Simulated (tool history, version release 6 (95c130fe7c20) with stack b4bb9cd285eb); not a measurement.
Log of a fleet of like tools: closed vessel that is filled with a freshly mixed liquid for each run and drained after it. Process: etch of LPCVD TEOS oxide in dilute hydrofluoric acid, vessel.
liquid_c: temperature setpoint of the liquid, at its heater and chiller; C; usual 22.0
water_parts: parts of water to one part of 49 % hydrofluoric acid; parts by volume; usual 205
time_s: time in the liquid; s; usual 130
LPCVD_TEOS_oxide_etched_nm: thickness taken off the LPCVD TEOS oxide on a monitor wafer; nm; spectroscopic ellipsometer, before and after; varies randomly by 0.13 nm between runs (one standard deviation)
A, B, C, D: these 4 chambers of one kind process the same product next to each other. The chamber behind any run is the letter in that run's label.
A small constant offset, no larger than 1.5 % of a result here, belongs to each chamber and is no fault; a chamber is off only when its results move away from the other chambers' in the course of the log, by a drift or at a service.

| run | hour | liquid_c | water_parts | time_s | read-back film thickness of the LPCVD TEOS oxide reference wafer, read on the same gauge (nm) | LPCVD_TEOS_oxide_etched_nm |
|---|---|---|---|---|---|---|
| 1C | 6.9 | 22.0 | 205 | 130 | 79.972 | 29.471 |
| 2D | 19.5 | 22.0 | 205 | 130 | 80.034 | 29.613 |
| 3B | 27.6 | 22.0 | 205 | 130 | 80.008 | 28.875 |
| 4A | 39.7 | 22.0 | 205 | 130 | 80.028 | 29.145 |
| 5B | 47.2 | 22.0 | 205 | 130 | 80.016 | 29.149 |
| 6C | 56.2 | 22.0 | 205 | 130 | 79.982 | 29.410 |
| 7D | 62.9 | 22.0 | 205 | 130 | 80.028 | 29.566 |
|  | 64.9 | chamber B: hydrofluoric acid flow meter replaced |
| 8A | 71.4 | 22.0 | 205 | 130 | 80.006 | 29.201 |
| 9C | 84.4 | 22.0 | 205 | 130 | 79.990 | 29.328 |
| 10D | 91.8 | 22.0 | 205 | 130 | 80.022 | 29.403 |
| 11A | 101.9 | 22.0 | 205 | 130 | 80.022 | 29.064 |
| 12B | 113.5 | 22.0 | 205 | 130 | 80.015 | 29.000 |
| 13B | 121.7 | 22.0 | 205 | 130 | 80.003 | 29.078 |
| 14D | 131.5 | 22.0 | 205 | 130 | 79.991 | 29.625 |
| 15C | 137.9 | 22.0 | 205 | 130 | 80.018 | 29.446 |
| 16A | 149.3 | 22.0 | 205 | 130 | 80.003 | 28.943 |
| 17D | 155.6 | 22.0 | 205 | 130 | 79.998 | 29.880 |
| 18C | 164.9 | 22.0 | 205 | 130 | 80.002 | 29.550 |
| 19A | 171.8 | 19.5 | 205 | 185 | 79.983 | 37.576 |
| 20B | 182.1 | 19.5 | 205 | 185 | 79.991 | 37.762 |
| 21C | 188.4 | 19.5 | 205 | 185 | 79.996 | 37.898 |
| 22A | 200.4 | 19.5 | 205 | 185 | 79.993 | 37.247 |
| 23B | 213.8 | 22.0 | 205 | 130 | 79.976 | 28.987 |
| 24D | 225.3 | 22.0 | 205 | 130 | 80.021 | 29.633 |
| 25D | 236.4 | 22.0 | 205 | 130 | 80.007 | 29.390 |
| 26C | 247.3 | 22.0 | 205 | 130 | 80.006 | 29.433 |
| 27B | 258.8 | 22.0 | 205 | 130 | 80.011 | 29.042 |
|  | 270.4 | chamber B: thermometer replaced |
| 28A | 271.2 | 22.0 | 205 | 130 | 80.000 | 28.819 |
| 29B | 282.6 | 22.0 | 205 | 130 | 79.997 | 29.328 |
| 30D | 289.7 | 22.0 | 205 | 130 | 79.975 | 29.480 |
| 31A | 297.9 | 22.0 | 205 | 130 | 79.998 | 28.640 |
| 32C | 310.0 | 22.0 | 205 | 130 | 80.003 | 29.387 |
| 33A | 319.8 | 22.0 | 205 | 130 | 80.000 | 28.359 |
| 34C | 329.7 | 22.0 | 205 | 130 | 80.002 | 29.531 |
| 35B | 337.2 | 25.5 | 205 | 90 | 80.004 | 22.983 |
| 36D | 351.0 | 25.5 | 205 | 90 | 79.999 | 23.324 |
| 37A | 357.7 | 25.5 | 205 | 90 | 79.996 | 22.517 |
| 38C | 370.8 | 25.5 | 205 | 90 | 80.007 | 23.137 |
| 39B | 380.0 | 22.0 | 290 | 100 | 80.014 | 14.649 |
| 40D | 392.3 | 22.0 | 290 | 100 | 79.994 | 14.862 |
| 41D | 403.3 | 22.0 | 290 | 100 | 79.982 | 14.759 |
| 42A | 410.2 | 22.0 | 290 | 100 | 80.005 | 14.117 |
| 43C | 422.3 | 22.0 | 205 | 130 | 80.035 | 29.452 |

Each of the 4 chambers runs these same settings next. Fill in every chamber's results:
| 44A | 432.6 | 22.0 | 205 | 130 |  | ? |
| 44B | 432.6 | 22.0 | 205 | 130 |  | ? |
| 44C | 432.6 | 22.0 | 205 | 130 |  | ? |
| 44D | 432.6 | 22.0 | 205 | 130 |  | ? |

| run | LPCVD_TEOS_oxide_etched_nm |
|---|---|
| 44A | 28.118 |
| 44B | 29.175 |
| 44C | 29.392 |
| 44D | 29.554 |
